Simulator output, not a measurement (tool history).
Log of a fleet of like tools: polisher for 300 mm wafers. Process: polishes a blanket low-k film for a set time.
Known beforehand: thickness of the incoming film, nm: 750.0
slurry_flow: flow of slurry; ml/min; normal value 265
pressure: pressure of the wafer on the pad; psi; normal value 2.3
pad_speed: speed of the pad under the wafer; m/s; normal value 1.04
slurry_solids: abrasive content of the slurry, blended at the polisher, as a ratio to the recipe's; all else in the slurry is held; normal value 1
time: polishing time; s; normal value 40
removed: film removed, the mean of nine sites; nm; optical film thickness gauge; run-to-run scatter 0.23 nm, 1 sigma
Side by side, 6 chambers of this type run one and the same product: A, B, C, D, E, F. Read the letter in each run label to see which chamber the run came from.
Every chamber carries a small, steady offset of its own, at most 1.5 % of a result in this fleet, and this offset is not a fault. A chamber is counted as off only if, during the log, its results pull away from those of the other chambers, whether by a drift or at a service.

run	hour	slurry_flow	pressure	pad_speed	slurry_solids	time	wafers polished on this pad	hours since the slurry nozzle was cleaned	hours since the head pressure was calibrated	hours since the slurry blender was calibrated	hours since the conditioning disc was replaced	removed
# hour 7.7: chamber F: conditioning disc replaced and pad reconditioned
1F	9.1	265	2.3	1.04	1	40	650	114	351.2	79.7	1.4	24.674
# hour 13: chamber F: worn pad replaced by a new one
2D	16.1	265	2.3	1.04	1	40	309	96.1	456.8	163.6	58.4	23.686
3E	26.3	265	2.3	1.04	1	40	343	240	768.2	86.5	89.3	24.49
# hour 32.3: chamber C: worn pad replaced by a new one
4C	36.7	265	2.3	1.04	1	40	48	440.6	887.7	73.5	327.1	24.484
# hour 37.2: chamber A: worn pad replaced by a new one
5B	42.9	265	2.3	1.04	1	40	607	511.2	207.2	67.1	188.2	24.018
6A	49.9	265	2.3	1.04	1	40	137	308.8	161.5	93.4	430	24.56
# hour 55.8: chamber A: conditioning disc replaced and pad reconditioned
# hour 62.1: chamber B: worn pad replaced by a new one
7B	62.5	265	2.3	1.04	1	40	4	530.8	226.8	86.7	207.8	24.1
# hour 64.2: chamber E: conditioning disc replaced and pad reconditioned
# hour 67.3: chamber D: slurry blender recalibrated
# hour 69.1: chamber F: slurry blender recalibrated
# hour 72.9: chamber E: slurry nozzle cleaned
8E	74.5	265	2.3	1.04	1	40	866	1.7	816.4	134.7	10.3	24.171
9F	80.9	265	2.3	1.28	1.2	40	737	185.8	423	11.8	73.2	31.793
# hour 81.5: chamber E: worn pad replaced by a new one
10A	86.8	265	2.3	1.28	1.2	40	538	345.7	198.4	130.3	31	30.795
# hour 92.3: chamber F: worn pad replaced by a new one
11C	93.8	265	2.3	1.28	1.2	40	668	497.7	944.8	130.6	384.2	31.3
12D	102.4	265	2.3	1.28	1.2	40	1246	182.4	543.1	35.1	144.7	31.177
13B	108.3	265	2.3	1.28	1.2	40	502	576.6	272.6	132.5	253.6	30.947
# hour 109: chamber D: head pressure recalibrated
# hour 109.2: chamber B: slurry blender recalibrated
14D	120.7	265	2.3	1.28	1.2	40	1444	200.7	11.8	53.4	163	30.373
15A	128.8	265	2.3	1.04	1	40	994	387.7	240.4	172.3	73	24.146
16C	137.5	265	2.3	1.04	1	40	1142	541.4	988.5	174.3	427.9	24.216
# hour 144.7: chamber B: worn pad replaced by a new one
# hour 145: chamber F: conditioning disc replaced and pad reconditioned
17F	147.7	265	2.3	1.04	1	40	601	252.6	489.8	78.6	2.8	24.069
18E	158.5	265	2.3	1.04	1	40	835	85.7	900.4	218.7	94.3	24.434
# hour 159.7: chamber C: worn pad replaced by a new one
19C	171.3	265	2.3	1.04	1.2	40	126	575.2	1022.3	208.1	461.7	26.11
# hour 174.9: chamber F: worn pad replaced by a new one
# hour 180.1: chamber E: slurry blender recalibrated
# hour 182.1: chamber E: worn pad replaced by a new one
20B	184.5	265	2.3	1.04	1.2	40	432	652.8	348.8	75.3	329.8	26.223
# hour 185.2: chamber E: conditioning disc replaced and pad reconditioned
# hour 187: chamber A: worn pad replaced by a new one
21E	190.9	265	2.3	1.04	1.2	40	96	118.1	932.8	10.8	5.7	26.029
# hour 194.9: chamber F: slurry blender recalibrated
# hour 196.2: chamber A: slurry blender recalibrated
22F	203.6	265	2.3	1.04	1.2	40	312	308.5	545.7	8.7	58.7	25.956
23D	214.5	265	2.3	1.04	1.2	40	2463	294.5	105.6	147.2	256.8	24.964
# hour 225.9: chamber B: worn pad replaced by a new one
24A	226.9	265	2.3	1.04	1.2	40	433	485.8	338.5	30.8	171.1	26.373
25A	236.9	265	2.3	1.04	1	40	541	495.8	348.5	40.8	181.1	24.427
# hour 237.5: chamber B: slurry blender recalibrated
# hour 242.2: chamber F: worn pad replaced by a new one
# hour 243.1: chamber F: head pressure recalibrated
# hour 244.2: chamber C: conditioning disc replaced and pad reconditioned
# hour 246: chamber D: conditioning disc replaced and pad reconditioned
26B	246.3	265	2.3	1.04	1	40	221	714.6	410.6	8.9	391.6	24.226
# hour 253.6: chamber F: slurry nozzle cleaned
27E	255.9	265	2.3	1.04	1	40	802	183.1	997.8	75.8	70.7	24.004
28C	263.6	265	2.3	1.04	1	40	1128	667.5	1114.6	300.4	19.5	24.13
29F	275.4	265	2.3	1.04	1	40	361	21.9	32.4	80.5	130.5	23.853
# hour 277.3: chamber F: conditioning disc replaced and pad reconditioned
# hour 281.5: chamber E: worn pad replaced by a new one
30D	281.8	325	2.3	1.04	1	40	3193	361.8	172.9	214.5	35.9	22.769
# hour 289.2: chamber B: worn pad replaced by a new one
# hour 291.9: chamber D: slurry blender recalibrated
31A	292.1	325	2.3	1.04	1	40	1140	551	403.7	96	236.3	25.016
# hour 295.4: chamber C: worn pad replaced by a new one
32E	300	325	2.3	1.04	1	40	201	227.2	1041.9	119.9	114.8	24.868
33D	310.7	325	2.3	1.04	1	40	3507	390.7	201.8	18.9	64.8	22.876
# hour 321.3: chamber F: worn pad replaced by a new one
34C	322	325	2.3	1.04	1	40	289	725.9	1173	358.8	77.9	24.845
35F	328.1	325	2.3	1.04	1	40	74	74.6	85.1	133.2	50.8	24.506
# hour 331.9: chamber A: worn pad replaced by a new one
36B	337.5	265	2.3	1.04	1	40	524	805.8	501.8	100.1	482.8	24.163
# hour 344.5: chamber B: slurry blender recalibrated
37A	348.9	265	2.3	1.04	1	40	185	607.8	460.5	152.8	293.1	24.656
38B	360.5	265	2.3	1.04	1	40	774	828.8	524.8	16	505.8	24.503
39D	368.3	265	2.3	1.04	1	40	4132	448.3	259.4	76.5	122.4	22.149

One chamber off, gauge drift, or nothing amiss beyond the chambers' own small offsets? If it is a chamber, which one, and what is the likeliest cause?

One chamber, D, drifts off from the rest bit by bit.
Cause: removal rate lost through wear of the pad, % = 10.

Chamber D could run next with any of the 4 candidate recipes listed below; each alters the usual settings, and their results appear as question marks. Which one brings its results back in line with what the other chambers deliver on the usual settings?
Counts as in line when no further than this from what the other chambers average on the usual settings: removed 0.82 nm
40D-1	377.9	265	2.3	0.98	1	38						?
40D-2	377.9	265	1.8	1.04	1	40						?
40D-3	377.9	265	2.5	1.1	1.05	43						?
40D-4	377.9	270	2.3	1.18	1	40						?

The mean the other chambers reach with the usual settings: removed 24.246 nm
run	removed
40D-1	19.784
40D-2	17.039
40D-3	27.316
40D-4	24.225
40D-4 puts the chamber back in line with the other chambers.
